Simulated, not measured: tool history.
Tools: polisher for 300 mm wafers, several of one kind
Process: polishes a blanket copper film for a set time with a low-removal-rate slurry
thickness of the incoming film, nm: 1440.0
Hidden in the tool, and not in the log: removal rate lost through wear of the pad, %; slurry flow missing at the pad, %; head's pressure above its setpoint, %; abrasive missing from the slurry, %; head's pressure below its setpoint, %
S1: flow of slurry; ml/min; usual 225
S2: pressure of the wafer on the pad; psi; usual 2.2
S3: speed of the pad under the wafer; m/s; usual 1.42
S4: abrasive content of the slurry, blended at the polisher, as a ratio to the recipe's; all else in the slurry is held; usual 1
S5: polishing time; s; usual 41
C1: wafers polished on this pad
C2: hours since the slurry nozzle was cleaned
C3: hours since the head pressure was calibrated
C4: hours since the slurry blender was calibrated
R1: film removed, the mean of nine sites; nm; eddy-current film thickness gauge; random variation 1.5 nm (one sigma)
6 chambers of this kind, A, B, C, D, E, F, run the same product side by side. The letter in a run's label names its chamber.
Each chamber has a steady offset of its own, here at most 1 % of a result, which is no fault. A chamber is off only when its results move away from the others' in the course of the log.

run   hour   S1   S2    S3  S4  S5    C1     C2      C3     C4      R1
       3.0  -- chamber D: worn pad replaced by a new one
       3.7  -- chamber E: worn pad replaced by a new one
 1F    6.2  225  2.2  1.42   1  41  1297   31.2   335.5  207.2  147.92
 2B   17.4  225  2.2  1.42   1  41   916  247.1   378.2  303.0  145.32
      17.8  -- chamber F: worn pad replaced by a new one
 3E   23.7  225  2.2  1.42   1  41   281  352.6  1329.9  178.4  145.46
      26.9  -- chamber B: worn pad replaced by a new one
      30.6  -- chamber C: slurry nozzle cleaned
 4A   32.6  225  2.2  1.42   1  41   879  149.1   541.6  463.3  146.46
      41.9  -- chamber A: worn pad replaced by a new one
      43.6  -- chamber C: worn pad replaced by a new one
 5D   43.6  190  2.2  1.42   1  41   569   53.6   347.2  110.9  144.70
 6C   55.7  190  2.2  1.42   1  41   170   25.1   459.5  135.6  144.82
 7F   65.4  190  2.2  1.42   1  41   668   90.4   394.7  266.4  145.03
      66.5  -- chamber A: slurry blender recalibrated
 8C   72.1  190  2.2  1.42   1  41   400   41.5   475.9  152.0  137.85
 9E   82.8  190  2.2  1.42   1  41  1111  411.7  1389.0  237.5  142.61
      85.4  -- chamber E: worn pad replaced by a new one
10D   90.0  190  2.2  1.42   1  41  1220  100.0   393.6  157.3  142.67
      90.6  -- chamber D: worn pad replaced by a new one
      94.7  -- chamber B: worn pad replaced by a new one
11B   97.2  225  2.2  1.42   1  41    36  326.9   458.0  382.8  145.20
12A  103.0  225  2.2  1.42   1  41   858  219.5   612.0   36.6  143.15
     103.8  -- chamber F: worn pad replaced by a new one
13B  110.2  225  2.2  1.42   1  41   218  339.9   471.0  395.8  145.46
14A  120.6  225  2.2  1.42   1  41  1105  237.1   629.6   54.2  143.15
     122.0  -- chamber C: slurry blender recalibrated
     124.4  -- chamber C: worn pad replaced by a new one
     131.9  -- chamber A: worn pad replaced by a new one
15E  133.0  225  2.2  1.42   1  41   668  461.9  1439.2  287.7  144.57
     141.9  -- chamber B: slurry blender recalibrated
16C  145.0  225  2.2  1.42   1  41   290  114.4   548.8   23.1  145.95
17F  156.0  225  2.2  1.42   1  41   733  181.0   485.3  357.0  146.12
     165.2  -- chamber E: worn pad replaced by a new one
18D  168.8  225  2.2  1.42   1  41  1098  178.8   472.4  236.1  145.62
     173.2  -- chamber B: slurry nozzle cleaned
19A  174.8  225  2.2  1.42   1  41   603  291.3   683.8  108.4  145.65
     175.3  -- chamber B: worn pad replaced by a new one
20C  184.7  225  2.2  1.42   1  41   847  154.1   588.5   62.8  146.29
     187.5  -- chamber F: worn pad replaced by a new one
     188.8  -- chamber D: worn pad replaced by a new one
21F  196.3  225  2.6  1.86   1  41   123  221.3   525.6  397.3  226.69
     199.7  -- chamber A: worn pad replaced by a new one
22D  203.3  225  2.6  1.86   1  41   204  213.3   506.9  270.6  225.00
     206.9  -- chamber C: worn pad replaced by a new one
23B  215.6  225  2.6  1.86   1  41   566   42.5   576.4   73.8  224.09
24E  226.4  225  2.6  1.86   1  41   859  555.3  1532.6  381.1  221.74
     231.9  -- chamber E: slurry blender recalibrated
     234.9  -- chamber E: head pressure recalibrated
25F  238.9  225  2.6  1.86   1  41   721  263.9   568.2  439.9  223.77
     240.8  -- chamber E: worn pad replaced by a new one
26C  248.7  225  2.6  1.86   1  41   587  218.1   652.5  126.8  225.22
     253.3  -- chamber B: worn pad replaced by a new one
27A  259.3  225  2.2  1.42   1  41   837  375.8   768.3  192.9  145.15
28E  268.7  225  2.2  1.42   1  41   392  597.6    33.9   36.9  133.21
     270.3  -- chamber A: head pressure recalibrated
     274.9  -- chamber F: worn pad replaced by a new one
     275.1  -- chamber C: worn pad replaced by a new one
     276.4  -- chamber D: worn pad replaced by a new one
29D  276.8  225  2.2  1.42   1  41     6  286.8   580.4  344.1  147.43
     277.8  -- chamber F: slurry blender recalibrated
30B  284.5  225  2.2  1.42   1  41   438  111.4   645.3  142.7  145.97
     288.3  -- chamber A: worn pad replaced by a new one
31C  293.2  225  2.2  1.42   1  41   254  262.6   697.0  171.3  144.61
32D  302.2  225  2.2  1.42   1  41   363  312.2   605.8  369.5  143.10
33B  311.1  150  2.5  1.42   1  41   811  138.0   671.9  169.3  155.59
34E  319.6  150  2.5  1.42   1  41  1106  648.5    84.8   87.8  144.85
     324.1  -- chamber C: slurry blender recalibrated
     327.6  -- chamber D: slurry blender recalibrated
35F  332.0  150  2.5  1.42   1  41   802  357.0   661.3   54.3  155.70
36A  342.4  150  2.5  1.42   1  41   760  458.9    72.2  276.0  154.92
37D  349.5  150  2.5  1.42   1  41  1027  359.5   653.1   22.0  157.28
     353.1  -- chamber C: worn pad replaced by a new one
38F  361.5  150  2.5  1.42   1  41  1216  386.5   690.8   83.8  157.72
39A  368.1  225  2.2  1.42   1  41  1120  484.6    97.9  301.7  146.64
40C  380.6  225  2.2  1.42   1  41   385  350.0   784.4   56.6  145.25

What goes on in this fleet: one chamber off, a drifting gauge, or nothing beyond the chambers' own small offsets? Name the chamber and the cause, if any.

A service left chamber E off against the others.
Cause: head's pressure below its setpoint, % = 9.

Here are 4 candidates for chamber E's next run, each the usual settings with a change, their results left as question marks. Which one brings its results back in line with what the others give on the usual settings?
In line means no further than this from the other chambers' mean on the usual settings: R1 5.30 nm
41E-1  389.8  225  2.3  1.46   1  42                   ?
41E-2  389.8  225  2.1  1.38   1  40                   ?
41E-3  389.8  225  2.2  1.40   1  41                   ?
41E-4  389.8  225  2.2  1.44   1  41                   ?

The other chambers' mean on the usual settings: R1 144.96 nm
  run      R1
41E-1  146.59
41E-2  120.43
41E-3  131.21
41E-4  134.99
41E-1 brings the chamber back in line.
